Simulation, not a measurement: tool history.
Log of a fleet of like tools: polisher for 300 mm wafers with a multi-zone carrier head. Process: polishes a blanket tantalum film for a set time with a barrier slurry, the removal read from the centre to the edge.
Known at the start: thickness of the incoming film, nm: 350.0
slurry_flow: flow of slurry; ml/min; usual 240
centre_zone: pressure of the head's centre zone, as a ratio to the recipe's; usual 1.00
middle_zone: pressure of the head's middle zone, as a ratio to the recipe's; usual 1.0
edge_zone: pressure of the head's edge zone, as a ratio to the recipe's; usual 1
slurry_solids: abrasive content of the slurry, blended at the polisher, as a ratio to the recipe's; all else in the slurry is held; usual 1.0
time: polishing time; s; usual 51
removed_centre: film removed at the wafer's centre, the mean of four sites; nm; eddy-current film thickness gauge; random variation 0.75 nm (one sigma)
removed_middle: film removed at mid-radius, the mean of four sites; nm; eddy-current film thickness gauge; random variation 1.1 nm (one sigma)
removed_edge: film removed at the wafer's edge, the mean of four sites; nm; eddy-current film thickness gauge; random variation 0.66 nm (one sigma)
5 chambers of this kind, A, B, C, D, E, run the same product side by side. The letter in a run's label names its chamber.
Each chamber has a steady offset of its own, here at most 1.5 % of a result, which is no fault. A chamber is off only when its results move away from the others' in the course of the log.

| run | hour | slurry_flow | centre_zone | middle_zone | edge_zone | slurry_solids | time | removed_centre | removed_middle | removed_edge |
|---|---|---|---|---|---|---|---|---|---|---|
|  | 5.7 | chamber C: worn pad replaced by a new one |
| 1B | 8.4 | 240 | 1.00 | 1.0 | 1 | 1.0 | 51 | 78.373 | 76.959 | 78.225 |
|  | 16.6 | chamber A: worn pad replaced by a new one |
| 2D | 17.9 | 240 | 1.00 | 1.0 | 1 | 1.0 | 51 | 77.648 | 77.132 | 80.153 |
|  | 19.2 | chamber E: worn pad replaced by a new one |
|  | 20.0 | chamber D: worn pad replaced by a new one |
|  | 22.3 | chamber D: centre zone pressure recalibrated |
| 3E | 26.9 | 240 | 1.00 | 1.0 | 1 | 1.0 | 51 | 79.039 | 78.879 | 79.083 |
| 4A | 36.4 | 240 | 1.00 | 1.0 | 1 | 1.0 | 51 | 79.114 | 77.027 | 77.104 |
|  | 40.4 | chamber B: worn pad replaced by a new one |
| 5C | 43.7 | 240 | 1.00 | 1.0 | 1 | 1.0 | 51 | 78.383 | 77.976 | 78.501 |
| 6E | 51.8 | 240 | 1.00 | 1.0 | 1 | 1.0 | 51 | 77.105 | 76.848 | 78.433 |
|  | 60.1 | chamber A: slurry nozzle cleaned |
| 7C | 61.9 | 240 | 1.00 | 1.0 | 1 | 1.0 | 51 | 78.341 | 77.822 | 76.955 |
| 8A | 67.1 | 240 | 1.00 | 1.0 | 1 | 1.0 | 51 | 78.546 | 78.641 | 76.866 |
|  | 71.2 | chamber E: worn pad replaced by a new one |
| 9D | 72.5 | 240 | 1.00 | 1.0 | 1 | 1.0 | 51 | 78.451 | 78.118 | 80.168 |
| 10B | 78.7 | 290 | 1.00 | 1.0 | 1 | 0.9 | 51 | 76.706 | 77.802 | 77.372 |
| 11C | 84.3 | 290 | 1.00 | 1.0 | 1 | 0.9 | 51 | 78.139 | 76.904 | 77.435 |
|  | 88.1 | chamber B: worn pad replaced by a new one |
| 12B | 93.5 | 290 | 1.00 | 1.0 | 1 | 0.9 | 51 | 77.550 | 76.892 | 76.172 |
|  | 97.3 | chamber C: worn pad replaced by a new one |
| 13A | 103.2 | 290 | 1.00 | 1.0 | 1 | 0.9 | 51 | 78.798 | 76.634 | 75.632 |
|  | 103.8 | chamber D: worn pad replaced by a new one |
| 14D | 110.0 | 290 | 1.00 | 1.0 | 1 | 0.9 | 51 | 75.860 | 79.732 | 78.041 |
| 15E | 115.3 | 175 | 1.00 | 1.1 | 1 | 1.0 | 51 | 71.840 | 82.238 | 74.930 |
| 16A | 123.7 | 175 | 1.00 | 1.1 | 1 | 1.0 | 51 | 73.941 | 82.833 | 74.530 |
|  | 127.3 | chamber A: centre zone pressure recalibrated |
|  | 129.2 | chamber E: worn pad replaced by a new one |
|  | 129.5 | chamber D: edge zone pressure recalibrated |
|  | 130.2 | chamber A: worn pad replaced by a new one |
| 17C | 132.4 | 175 | 1.00 | 1.1 | 1 | 1.0 | 51 | 74.980 | 81.126 | 76.267 |
| 18D | 138.2 | 175 | 1.00 | 1.1 | 1 | 1.0 | 51 | 73.795 | 81.437 | 76.079 |
|  | 141.4 | chamber B: worn pad replaced by a new one |
|  | 142.4 | chamber C: centre zone pressure recalibrated |
|  | 144.3 | chamber C: slurry nozzle cleaned |
| 19B | 148.1 | 175 | 1.00 | 1.1 | 1 | 1.0 | 51 | 74.660 | 81.507 | 74.769 |
| 20E | 154.6 | 240 | 1.00 | 1.0 | 1 | 1.0 | 51 | 78.146 | 79.658 | 77.751 |
| 21C | 163.2 | 240 | 1.00 | 1.0 | 1 | 1.0 | 51 | 78.114 | 78.346 | 77.130 |
| 22E | 168.4 | 240 | 1.00 | 1.0 | 1 | 1.0 | 51 | 78.387 | 81.181 | 77.533 |
| 23A | 177.5 | 240 | 1.00 | 1.0 | 1 | 1.0 | 51 | 78.590 | 79.567 | 76.691 |
| 24B | 181.9 | 240 | 1.00 | 1.0 | 1 | 1.0 | 51 | 78.402 | 77.139 | 79.580 |
|  | 187.6 | chamber C: worn pad replaced by a new one |
| 25D | 188.9 | 240 | 1.00 | 1.0 | 1 | 1.0 | 51 | 77.663 | 80.564 | 78.131 |
|  | 192.6 | chamber E: worn pad replaced by a new one |
|  | 194.5 | chamber B: worn pad replaced by a new one |
| 26B | 194.6 | 240 | 1.00 | 1.0 | 1 | 1.0 | 51 | 78.990 | 77.460 | 78.763 |
|  | 195.7 | chamber B: edge zone pressure recalibrated |
| 27E | 199.0 | 240 | 1.00 | 1.0 | 1 | 1.0 | 51 | 77.481 | 79.634 | 79.116 |
| 28A | 206.4 | 285 | 0.96 | 1.0 | 1 | 1.0 | 51 | 78.201 | 82.154 | 77.486 |
|  | 210.4 | chamber D: worn pad replaced by a new one |
| 29D | 211.4 | 285 | 0.96 | 1.0 | 1 | 1.0 | 51 | 75.805 | 82.634 | 79.631 |
|  | 212.3 | chamber C: edge zone pressure recalibrated |
| 30C | 221.0 | 285 | 0.96 | 1.0 | 1 | 1.0 | 51 | 75.708 | 79.692 | 78.590 |
| 31B | 225.5 | 285 | 0.96 | 1.0 | 1 | 1.0 | 51 | 76.693 | 80.165 | 79.964 |
| 32C | 231.3 | 285 | 0.96 | 1.0 | 1 | 1.0 | 51 | 75.068 | 78.803 | 79.294 |
|  | 236.8 | chamber A: worn pad replaced by a new one |
| 33A | 237.5 | 240 | 1.00 | 1.0 | 1 | 1.0 | 51 | 78.224 | 78.146 | 77.561 |

Is one chamber off against the others, does the gauge drift, or is nothing wrong? If a chamber is off, say which, and what the likeliest cause is.

No chamber stands off beyond its own small offset, and the gauge holds steady.
